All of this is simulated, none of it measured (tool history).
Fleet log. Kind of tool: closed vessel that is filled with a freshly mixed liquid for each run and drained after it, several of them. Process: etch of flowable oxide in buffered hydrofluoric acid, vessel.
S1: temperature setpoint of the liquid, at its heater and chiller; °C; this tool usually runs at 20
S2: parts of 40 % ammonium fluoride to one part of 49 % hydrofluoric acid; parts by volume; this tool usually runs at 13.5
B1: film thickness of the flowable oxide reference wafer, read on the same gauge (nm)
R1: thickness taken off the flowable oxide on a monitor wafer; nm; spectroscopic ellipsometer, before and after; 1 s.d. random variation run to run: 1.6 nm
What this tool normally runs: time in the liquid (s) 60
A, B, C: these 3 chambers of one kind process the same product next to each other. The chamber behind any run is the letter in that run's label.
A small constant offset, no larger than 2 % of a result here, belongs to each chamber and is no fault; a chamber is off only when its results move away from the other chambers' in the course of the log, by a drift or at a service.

{"run": "1B", "day": 0.104, "S1": 20, "S2": 13.5, "time in the liquid (s)": 60, "B1": 110, "R1": 164.35}
{"run": "2C", "day": 0.283, "S1": 20, "S2": 13.5, "time in the liquid (s)": 60, "B1": 109.98, "R1": 161.5}
{"run": "3A", "day": 0.4, "S1": 20, "S2": 13.5, "time in the liquid (s)": 60, "B1": 110.01, "R1": 163.7}
{"run": "4B", "day": 0.608, "S1": 20, "S2": 13.5, "time in the liquid (s)": 60, "B1": 110, "R1": 163.78}
{"run": "5C", "day": 0.788, "S1": 20, "S2": 13.5, "time in the liquid (s)": 60, "B1": 109.98, "R1": 163.41}
{"run": "6A", "day": 0.938, "S1": 20, "S2": 13.5, "time in the liquid (s)": 60, "B1": 109.99, "R1": 164.31}
{"run": "7C", "day": 1.1, "S1": 20, "S2": 13.5, "time in the liquid (s)": 60, "B1": 110.02, "R1": 159.87}
{"run": "8A", "day": 1.2, "S1": 20, "S2": 13.5, "time in the liquid (s)": 60, "B1": 109.99, "R1": 164.09}
{"run": "9B", "day": 1.312, "S1": 20, "S2": 13.5, "time in the liquid (s)": 60, "B1": 109.99, "R1": 167.17}
{"run": "10B", "day": 1.462, "S1": 20, "S2": 13.5, "time in the liquid (s)": 60, "B1": 110, "R1": 165.82}
{"run": "11C", "day": 1.629, "S1": 20, "S2": 10, "time in the liquid (s)": 50, "B1": 110, "R1": 179.92}
{"run": "12A", "day": 1.775, "S1": 20, "S2": 10, "time in the liquid (s)": 50, "B1": 109.99, "R1": 180.44}
{"run": "13B", "day": 1.988, "S1": 20, "S2": 10, "time in the liquid (s)": 50, "B1": 110.03, "R1": 186.76}
{"run": "14A", "day": 2.104, "S1": 20, "S2": 13.5, "time in the liquid (s)": 60, "B1": 110.02, "R1": 164.62}
{"run": "15C", "day": 2.208, "S1": 20, "S2": 13.5, "time in the liquid (s)": 60, "B1": 110, "R1": 158.61}
{"run": "16B", "day": 2.358, "S1": 20, "S2": 13.5, "time in the liquid (s)": 60, "B1": 110, "R1": 161.33}
{"run": "17A", "day": 2.471, "S1": 20, "S2": 13.5, "time in the liquid (s)": 60, "B1": 109.99, "R1": 164.86}
{"run": "18C", "day": 2.633, "S1": 20, "S2": 13.5, "time in the liquid (s)": 60, "B1": 109.99, "R1": 159.86}
{"run": "19C", "day": 2.8, "S1": 20, "S2": 13.5, "time in the liquid (s)": 60, "B1": 110, "R1": 161.65}
{"run": "20B", "day": 2.954, "S1": 20, "S2": 13.5, "time in the liquid (s)": 60, "B1": 110, "R1": 161.27}
{"run": "21A", "day": 3.138, "S1": 22.5, "S2": 13.5, "time in the liquid (s)": 70, "B1": 109.99, "R1": 220.81}
{"run": "22A", "day": 3.242, "S1": 22.5, "S2": 13.5, "time in the liquid (s)": 70, "B1": 109.99, "R1": 220.18}
{"run": "23C", "day": 3.454, "S1": 22.5, "S2": 13.5, "time in the liquid (s)": 70, "B1": 110.01, "R1": 215.45}
{"run": "24B", "day": 3.638, "S1": 20, "S2": 13.5, "time in the liquid (s)": 60, "B1": 110.01, "R1": 155.42}
{"run": "25C", "day": 3.767, "S1": 20, "S2": 13.5, "time in the liquid (s)": 60, "B1": 110.02, "R1": 158.54}
{"run": "26A", "day": 3.971, "S1": 20, "S2": 13.5, "time in the liquid (s)": 60, "B1": 110, "R1": 165.56}
{"run": "27B", "day": 4.083, "S1": 20, "S2": 13.5, "time in the liquid (s)": 60, "B1": 110.01, "R1": 158.28}
{"run": "28A", "day": 4.262, "S1": 20, "S2": 13.5, "time in the liquid (s)": 60, "B1": 110, "R1": 163.86}
{"run": "29B", "day": 4.388, "S1": 20, "S2": 13.5, "time in the liquid (s)": 60, "B1": 110.01, "R1": 154.26}
{"run": "30C", "day": 4.6, "S1": 20, "S2": 13.5, "time in the liquid (s)": 60, "B1": 110, "R1": 158.64}
{"run": "31B", "day": 4.804, "S1": 20, "S2": 13.5, "time in the liquid (s)": 60, "B1": 110.01, "R1": 155.1}
{"run": "32A", "day": 4.992, "S1": 20, "S2": 13.5, "time in the liquid (s)": 60, "B1": 109.99, "R1": 165.83}
{"run": "33C", "day": 5.125, "S1": 20, "S2": 13.5, "time in the liquid (s)": 40, "B1": 109.99, "R1": 107.52}
{"run": "34B", "day": 5.292, "S1": 20, "S2": 13.5, "time in the liquid (s)": 40, "B1": 110.02, "R1": 102.26}
{"run": "35C", "day": 5.421, "S1": 20, "S2": 13.5, "time in the liquid (s)": 40, "B1": 109.99, "R1": 108.11}
{"run": "36A", "day": 5.579, "S1": 20, "S2": 13.5, "time in the liquid (s)": 60, "B1": 109.99, "R1": 162.26}
{"run": "37C", "day": 5.729, "S1": 20, "S2": 13.5, "time in the liquid (s)": 60, "B1": 110.01, "R1": 160.39}
{"run": "38A", "day": 5.879, "S1": 20, "S2": 13.5, "time in the liquid (s)": 60, "B1": 110.03, "R1": 166.5}

Read the log: is a single chamber off, either drifting away or since a service, is the gauge that measures every chamber drifting, or is nothing wrong beyond small per-chamber offsets? Name any odd chamber and what most likely caused it.

It is chamber B that slowly wanders off from its peers.
Likeliest cause: liquid colder than its thermometer reads (K) = 1.96.
Not necessarily distinguishable in this log from: hydrofluoric acid flow below the setpoint (%).

Below are 4 candidate recipes for chamber B's next run, each the usual settings with a change, their results shown as question marks. Which of them brings B's results back in line with what the other chambers give on the usual settings?
To be in line, a result may differ from the other chambers' mean on the usual settings by at most: R1 5.6 nm
{"run": "39B-1", "day": 6.033, "S1": 20, "S2": 13, "time in the liquid (s)": 60, "R1": "?"}
{"run": "39B-2", "day": 6.033, "S1": 20.5, "S2": 13.5, "time in the liquid (s)": 65, "R1": "?"}
{"run": "39B-3", "day": 6.033, "S1": 20, "S2": 13.5, "time in the liquid (s)": 55, "R1": "?"}
{"run": "39B-4", "day": 6.033, "S1": 19.5, "S2": 13.5, "time in the liquid (s)": 60, "R1": "?"}

The mean the other chambers reach with the usual settings: R1 162.45 nm
run=39B-1 R1=153.31
run=39B-2 R1=164.71
run=39B-3 R1=135.4
run=39B-4 R1=143.57
39B-2 is the one that brings the chamber's results back in line with the other chambers.
